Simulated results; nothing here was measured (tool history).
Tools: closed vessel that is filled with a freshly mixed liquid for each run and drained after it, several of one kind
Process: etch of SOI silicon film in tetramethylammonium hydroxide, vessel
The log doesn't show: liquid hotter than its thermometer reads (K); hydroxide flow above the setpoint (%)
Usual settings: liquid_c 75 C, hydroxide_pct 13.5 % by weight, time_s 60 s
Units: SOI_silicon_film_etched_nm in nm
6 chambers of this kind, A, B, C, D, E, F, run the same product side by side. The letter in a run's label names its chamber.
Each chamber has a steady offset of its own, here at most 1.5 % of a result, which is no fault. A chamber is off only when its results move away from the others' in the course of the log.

run,hour,liquid_c,hydroxide_pct,time_s,hours since the thermometer was replaced,hours since the hydroxide flow meter was replaced,"read-back film thickness of the SOI silicon film reference wafer, read on the same gauge (nm)",SOI_silicon_film_etched_nm
1B,10.0,75,13.5,60,1037.0,1210.8,89.989,497.65
2A,19.1,75,13.5,60,345.2,1140.8,90.029,506.19
3F,31.6,75,13.5,60,493.3,684.1,89.993,504.79
4E,39.5,75,13.5,60,471.9,836.2,90.007,501.33
5D,50.1,70,13.5,60,424.3,525.9,90.006,375.34
6C,58.3,70,13.5,60,272.8,728.2,89.997,372.45
7C,66.2,70,13.5,60,280.7,736.1,89.990,377.48
8B,78.1,70,13.5,60,1105.1,1278.9,90.002,378.12
9D,89.3,70,13.5,60,463.5,565.1,89.994,375.64
10E,97.4,70,13.5,60,529.8,894.1,89.999,378.51
11F,108.7,75,13.5,30,570.4,761.2,90.008,248.05
12A,114.5,75,13.5,30,440.6,1236.2,89.998,252.60
13C,123.1,75,13.5,30,337.6,793.0,90.015,249.93
14B,129.3,75,13.5,30,1156.3,1330.1,89.988,251.08
15D,141.2,75,13.5,30,515.4,617.0,90.016,251.15
16F,148.5,75,13.5,30,610.2,801.0,90.005,249.48
17A,158.6,75,13.5,60,484.7,1280.3,89.998,506.11
18E,167.2,75,13.5,60,599.6,963.9,89.992,505.14
19A,176.9,75,13.5,60,503.0,1298.6,89.985,509.02
20B,183.9,75,13.5,60,1210.9,1384.7,90.016,498.96
21F,194.5,75,13.5,60,656.2,847.0,90.015,498.23
# hour 202.3: chamber A: hydroxide flow meter replaced
22D,204.9,75,16.5,40,579.1,680.7,90.013,306.33
23E,215.0,75,16.5,40,647.4,1011.7,90.018,308.33
# hour 218.4: chamber B: thermometer replaced
24C,221.4,75,16.5,40,435.9,891.3,89.989,307.10
# hour 231.2: chamber E: hydroxide flow meter replaced
25A,232.3,75,16.5,40,558.4,30.0,90.020,308.95
26E,244.2,75,16.5,40,676.6,13.0,89.991,311.24
27F,249.7,75,16.5,40,711.4,902.2,90.009,306.18
28C,260.2,75,13.5,60,474.7,930.1,90.008,498.70
# hour 261.6: chamber C: hydroxide flow meter replaced
29B,271.6,75,13.5,60,53.3,1472.4,89.999,503.41
30D,281.6,75,13.5,60,655.8,757.4,90.006,507.17
31C,290.1,75,13.5,60,504.6,28.5,89.985,495.25
32A,298.7,75,13.5,60,624.8,96.4,89.995,507.06
33F,305.8,75,13.5,60,767.5,958.3,90.006,503.62
34D,313.4,75,13.5,60,687.6,789.2,90.008,501.13
35B,325.5,75,13.5,60,107.2,1526.3,90.008,504.56
36E,334.9,75,13.5,60,767.3,103.7,89.999,517.74
37C,346.8,75,13.5,80,561.3,85.2,89.997,664.43
38A,358.6,75,13.5,80,684.7,156.3,90.003,673.22

Is one chamber off against the others, does the gauge drift, or is nothing wrong? If a chamber is off, say which, and what the likeliest cause is.

Chamber E drifts away from the others.
Cause: liquid hotter than its thermometer reads (K) = 0.729.

Here are 4 candidates for chamber E's next run, each the usual settings with a change, their results left as question marks. Which one brings its results back in line with what the others give on the usual settings?
In line means no further than this from the other chambers' mean on the usual settings: SOI_silicon_film_etched_nm 10.00 nm
39E-1,367.6,75,14.5,60,,,,?
39E-2,367.6,75,11.5,60,,,,?
39E-3,367.6,75,16.0,60,,,,?
39E-4,367.6,75,12.5,60,,,,?

The other chambers' mean on the usual settings: SOI_silicon_film_etched_nm 501.50 nm
run,SOI_silicon_film_etched_nm
39E-1,503.32
39E-2,560.08
39E-3,483.69
39E-4,541.17
39E-1 brings the chamber back in line.
